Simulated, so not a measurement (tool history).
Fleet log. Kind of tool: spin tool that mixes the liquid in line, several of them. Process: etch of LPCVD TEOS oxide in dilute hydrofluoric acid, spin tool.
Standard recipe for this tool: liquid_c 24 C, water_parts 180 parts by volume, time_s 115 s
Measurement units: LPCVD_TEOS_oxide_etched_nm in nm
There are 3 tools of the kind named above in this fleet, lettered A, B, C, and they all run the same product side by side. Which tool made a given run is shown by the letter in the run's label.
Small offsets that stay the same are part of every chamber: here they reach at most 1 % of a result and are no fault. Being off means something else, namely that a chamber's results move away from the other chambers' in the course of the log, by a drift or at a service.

run	hour	liquid_c	water_parts	time_s	hours since the thermometer was replaced	hours since the hydrofluoric acid flow meter was replaced	read-back film thickness of the LPCVD TEOS oxide reference wafer, read on the same gauge (nm)	LPCVD_TEOS_oxide_etched_nm
1C	11.8	24	180	115	432.1	1255	80.026	10.211
2B	21.9	24	180	115	253.1	391	80.01	10.228
# hour 24: chamber C: thermometer replaced
3A	28.7	24	180	115	66.6	607.7	80.001	10.066
4B	38.3	24	180	115	269.5	407.4	80.042	10.149
# hour 41.9: chamber C: hydrofluoric acid flow meter replaced
5A	48.3	24	180	115	86.2	627.3	80.001	10.105
6C	59.2	24	180	115	35.2	17.4	80.006	10.219
7C	71.4	24	180	115	47.4	29.6	79.985	10.25
8B	77.2	24	180	115	308.4	446.3	79.989	10.195
9A	84.6	24	180	115	122.5	663.6	80.024	10.172
10B	96.9	24	245	75	328.1	466	80.019	4.6396
11C	102.5	24	245	75	78.5	60.7	80.025	4.6074
12A	112.9	24	245	75	150.8	691.9	79.977	4.5456
13B	125.1	24	180	115	356.3	494.2	79.99	10.597
14C	135.1	24	180	115	111.1	93.3	79.988	10.245
15A	142.6	24	180	115	180.5	721.6	80.004	10.128
16B	151	24	180	115	382.2	520.1	80	10.8
17C	162.1	24	180	115	138.1	120.3	80.013	10.329
18A	169.3	24	180	115	207.2	748.3	80	10.283
19A	175.2	24	180	115	213.1	754.2	80.002	10.101
20C	182.6	24	180	115	158.6	140.8	80.012	10.21
21B	191.2	24	180	115	422.4	560.3	80.013	11.125
22A	202.3	24	180	115	240.2	781.3	80.013	10.093

Next, every chamber runs the same settings. What will each give?
23A	211.4	20	180	115				?
23B	211.4	20	180	115				?
23C	211.4	20	180	115				?

run	LPCVD_TEOS_oxide_etched_nm
23A	8.6263
23B	9.5134
23C	8.7615
